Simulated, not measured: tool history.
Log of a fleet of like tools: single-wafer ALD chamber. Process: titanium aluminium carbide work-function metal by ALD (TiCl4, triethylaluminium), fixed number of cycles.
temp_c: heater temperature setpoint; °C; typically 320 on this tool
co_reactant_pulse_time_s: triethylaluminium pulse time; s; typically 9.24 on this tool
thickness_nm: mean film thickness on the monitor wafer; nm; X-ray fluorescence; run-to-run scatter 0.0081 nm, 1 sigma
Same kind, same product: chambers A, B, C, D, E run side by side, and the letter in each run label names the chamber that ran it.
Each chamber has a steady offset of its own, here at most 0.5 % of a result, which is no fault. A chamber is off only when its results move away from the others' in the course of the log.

| run | hour | temp_c | co_reactant_pulse_time_s | hours since the last thermocouple change | hours since the last triethylaluminium bottle change | read-back reference wafer on the same gauge, thickness_nm | thickness_nm |
|---|---|---|---|---|---|---|---|
| 1B | 3.3 | 320 | 9.24 | 1381.9 | 125.9 | 2.2971 | 2.1509 |
| 2E | 7 | 320 | 9.24 | 1267.8 | 667.3 | 2.3011 | 2.1434 |
| 3C | 10.8 | 320 | 9.24 | 1811.8 | 80.7 | 2.3026 | 2.1492 |
| 4A | 15.6 | 320 | 9.24 | 1133.1 | 1217.5 | 2.299 | 2.1511 |
| 5D | 19.6 | 334 | 7.32 | 1041.9 | 1287.8 | 2.3002 | 2.1977 |
| 6B | 24 | 334 | 7.32 | 1402.6 | 146.6 | 2.3017 | 2.1875 |
| 7A | 27.7 | 334 | 7.32 | 1145.2 | 1229.6 | 2.2982 | 2.1743 |
| 8D | 32.3 | 334 | 7.32 | 1054.6 | 1300.5 | 2.3017 | 2.1982 |
| 9E | 36.3 | 334 | 7.32 | 1297.1 | 696.6 | 2.2991 | 2.19 |
| 10C | 40.3 | 334 | 12.62 | 1841.3 | 110.2 | 2.302 | 2.3585 |
|  | 43.5 | chamber A: triethylaluminium bottle replaced |
| 11E | 45 | 334 | 12.62 | 1305.8 | 705.3 | 2.299 | 2.352 |
| 12D | 49.2 | 334 | 12.62 | 1071.5 | 1317.4 | 2.2993 | 2.3713 |
| 13B | 53.7 | 334 | 12.62 | 1432.3 | 176.3 | 2.2975 | 2.3507 |
| 14C | 57.8 | 334 | 12.62 | 1858.8 | 127.7 | 2.2993 | 2.3331 |
| 15A | 60.7 | 320 | 9.24 | 1178.2 | 17.3 | 2.3006 | 2.161 |
| 16D | 63 | 320 | 9.24 | 1085.3 | 1331.2 | 2.3004 | 2.1693 |
| 17A | 66.2 | 320 | 9.24 | 1183.7 | 22.8 | 2.2997 | 2.1579 |
|  | 69.1 | chamber C: thermocouple changed; heater temperature recalibrated |
| 18E | 70.1 | 320 | 6.64 | 1330.9 | 730.4 | 2.301 | 2.015 |
| 19B | 74.7 | 320 | 6.64 | 1453.3 | 197.3 | 2.2993 | 2.0206 |
| 20C | 77.5 | 320 | 6.64 | 8.5 | 147.4 | 2.2973 | 2.0157 |
| 21C | 81.7 | 320 | 6.64 | 12.7 | 151.6 | 2.3008 | 2.0216 |
| 22D | 84.8 | 320 | 6.64 | 1107.1 | 1353 | 2.3003 | 2.048 |
| 23B | 88.2 | 320 | 9.24 | 1466.8 | 210.8 | 2.2988 | 2.1515 |
| 24A | 91 | 320 | 9.24 | 1208.5 | 47.6 | 2.299 | 2.1511 |
| 25E | 93.2 | 320 | 9.24 | 1354 | 753.5 | 2.3005 | 2.1446 |
| 26A | 97 | 320 | 9.24 | 1214.5 | 53.6 | 2.3005 | 2.1462 |
| 27C | 99.7 | 320 | 9.24 | 30.7 | 169.6 | 2.3003 | 2.151 |
| 28B | 103.4 | 330 | 11.55 | 1482 | 226 | 2.2966 | 2.2969 |
| 29E | 105.6 | 330 | 11.55 | 1366.4 | 765.9 | 2.2995 | 2.2789 |
| 30D | 110.1 | 330 | 11.55 | 1132.4 | 1378.3 | 2.3006 | 2.2948 |
| 31B | 112.8 | 330 | 11.55 | 1491.4 | 235.4 | 2.3003 | 2.2958 |
| 32D | 117.3 | 330 | 11.55 | 1139.6 | 1385.5 | 2.2996 | 2.3112 |
| 33C | 121.8 | 320 | 9.24 | 52.8 | 191.7 | 2.3012 | 2.1437 |
| 34A | 124.2 | 326 | 9.24 | 1241.7 | 80.8 | 2.2988 | 2.1902 |
| 35E | 128 | 326 | 9.24 | 1388.8 | 788.3 | 2.3007 | 2.188 |
| 36E | 131.9 | 326 | 9.24 | 1392.7 | 792.2 | 2.3021 | 2.2016 |
|  | 133.3 | chamber E: thermocouple changed; heater temperature recalibrated |
| 37C | 135 | 326 | 9.24 | 66 | 204.9 | 2.2996 | 2.2134 |
| 38B | 137.1 | 326 | 9.24 | 1515.7 | 259.7 | 2.298 | 2.2067 |
| 39D | 139.3 | 320 | 9.24 | 1161.6 | 1407.5 | 2.2984 | 2.1542 |
| 40A | 143.2 | 320 | 9.24 | 1260.7 | 99.8 | 2.3005 | 2.1093 |
| 41E | 147.9 | 320 | 9.24 | 14.7 | 808.2 | 2.2997 | 2.1566 |
| 42B | 152.5 | 320 | 7.08 | 1531.1 | 275.1 | 2.2985 | 2.0383 |
| 43C | 155.2 | 320 | 7.08 | 86.2 | 225.1 | 2.3013 | 2.0446 |
| 44D | 159.6 | 320 | 7.08 | 1181.9 | 1427.8 | 2.2996 | 2.0702 |

All chambers now run identical settings, listed one chamber a line with results as question marks. What results will each chamber show?
| 45A | 163 | 320 | 9.24 |  |  |  | ? |
| 45B | 163 | 320 | 9.24 |  |  |  | ? |
| 45C | 163 | 320 | 9.24 |  |  |  | ? |
| 45D | 163 | 320 | 9.24 |  |  |  | ? |
| 45E | 163 | 320 | 9.24 |  |  |  | ? |

| run | thickness_nm |
|---|---|
| 45A | 2.0972 |
| 45B | 2.1463 |
| 45C | 2.1578 |
| 45D | 2.1529 |
| 45E | 2.1575 |
